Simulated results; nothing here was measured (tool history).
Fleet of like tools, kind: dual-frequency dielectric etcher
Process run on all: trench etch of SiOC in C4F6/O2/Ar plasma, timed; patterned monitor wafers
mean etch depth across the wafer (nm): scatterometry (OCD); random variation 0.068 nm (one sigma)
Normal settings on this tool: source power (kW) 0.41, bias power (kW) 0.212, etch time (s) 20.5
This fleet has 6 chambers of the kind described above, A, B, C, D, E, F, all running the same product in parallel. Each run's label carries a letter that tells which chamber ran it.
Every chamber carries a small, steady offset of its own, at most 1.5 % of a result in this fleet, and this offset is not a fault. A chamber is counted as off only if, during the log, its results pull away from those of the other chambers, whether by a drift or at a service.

| run | day | source power (kW) | bias power (kW) | etch time (s) | read-back reference wafer on the same gauge, depth_nm | mean etch depth across the wafer (nm) |
|---|---|---|---|---|---|---|
| 1C | 0.546 | 0.41 | 0.212 | 20.5 | 37.806 | 45.055 |
| 2D | 0.958 | 0.41 | 0.212 | 20.5 | 37.813 | 45.898 |
| 3B | 1.471 | 0.41 | 0.212 | 20.5 | 37.82 | 45.011 |
| 4E | 2.012 | 0.41 | 0.212 | 20.5 | 37.824 | 45.841 |
| 5F | 2.538 | 0.41 | 0.212 | 20.5 | 37.832 | 45.71 |
| 6A | 2.812 | 0.41 | 0.212 | 20.5 | 37.844 | 44.751 |
| 7F | 3.217 | 0.41 | 0.212 | 20.5 | 37.836 | 45.646 |
| 8A | 3.779 | 0.41 | 0.212 | 20.5 | 37.858 | 44.785 |
|  | 3.825 | chamber A: source power generator calibrated |
| 9D | 4.183 | 0.41 | 0.212 | 20.5 | 37.867 | 45.858 |
| 10C | 4.446 | 0.41 | 0.212 | 20.5 | 37.86 | 45.246 |
| 11E | 4.962 | 0.41 | 0.212 | 20.5 | 37.858 | 45.949 |
| 12B | 5.442 | 0.41 | 0.212 | 20.5 | 37.868 | 45.166 |
| 13F | 5.95 | 0.41 | 0.212 | 20.5 | 37.88 | 45.754 |
| 14A | 6.538 | 0.41 | 0.232 | 20.5 | 37.883 | 46.305 |
| 15E | 6.962 | 0.41 | 0.232 | 20.5 | 37.888 | 47.31 |
|  | 7.029 | chamber B: wet clean of the chamber |
|  | 7.067 | chamber F: source power generator calibrated |
|  | 7.171 | chamber A: wet clean of the chamber |
| 16D | 7.396 | 0.41 | 0.232 | 20.5 | 37.9 | 47.416 |
| 17B | 7.767 | 0.41 | 0.232 | 20.5 | 37.909 | 46.465 |
|  | 8.062 | chamber D: wet clean of the chamber |
| 18C | 8.342 | 0.41 | 0.232 | 20.5 | 37.933 | 46.607 |
| 19D | 8.633 | 0.41 | 0.232 | 20.5 | 37.903 | 47.376 |
| 20B | 9.046 | 0.41 | 0.212 | 20.5 | 37.935 | 45.097 |
| 21A | 9.388 | 0.41 | 0.212 | 20.5 | 37.931 | 44.893 |
| 22C | 9.758 | 0.41 | 0.212 | 20.5 | 37.937 | 45.324 |
| 23F | 10.088 | 0.41 | 0.212 | 20.5 | 37.94 | 45.745 |
| 24E | 10.612 | 0.41 | 0.212 | 20.5 | 37.947 | 46.029 |
| 25C | 11.096 | 0.41 | 0.212 | 20.5 | 37.967 | 45.355 |
|  | 11.429 | chamber E: source power generator calibrated |
| 26B | 11.475 | 0.41 | 0.212 | 20.5 | 37.954 | 45.022 |
|  | 11.821 | chamber D: source power generator calibrated |
| 27A | 11.933 | 0.41 | 0.212 | 20.5 | 37.954 | 44.962 |
| 28D | 12.471 | 0.41 | 0.212 | 20.5 | 37.966 | 46.032 |
| 29F | 12.875 | 0.41 | 0.212 | 20.5 | 37.973 | 45.831 |
| 30E | 13.192 | 0.41 | 0.212 | 20.5 | 37.989 | 46.132 |
| 31F | 13.612 | 0.41 | 0.212 | 22.5 | 38 | 50.303 |
|  | 13.804 | chamber C: wet clean of the chamber |
| 32B | 14.167 | 0.41 | 0.212 | 22.5 | 37.996 | 49.544 |
| 33D | 14.646 | 0.41 | 0.212 | 22.5 | 38.007 | 50.512 |
| 34E | 15.083 | 0.41 | 0.212 | 22.5 | 38 | 50.653 |
| 35A | 15.454 | 0.41 | 0.212 | 22.5 | 38.022 | 49.453 |
| 36C | 15.975 | 0.41 | 0.212 | 22.5 | 38.031 | 49.859 |
| 37E | 16.258 | 0.41 | 0.212 | 20.5 | 38.023 | 46.077 |

What goes on in this fleet: one chamber off, a drifting gauge, or nothing beyond the chambers' own small offsets? Name the chamber and the cause, if any.

Gauge drift. The chambers move together only on paper, and none stands off.
Most likely cause: gauge reads high (%) = 0.617.
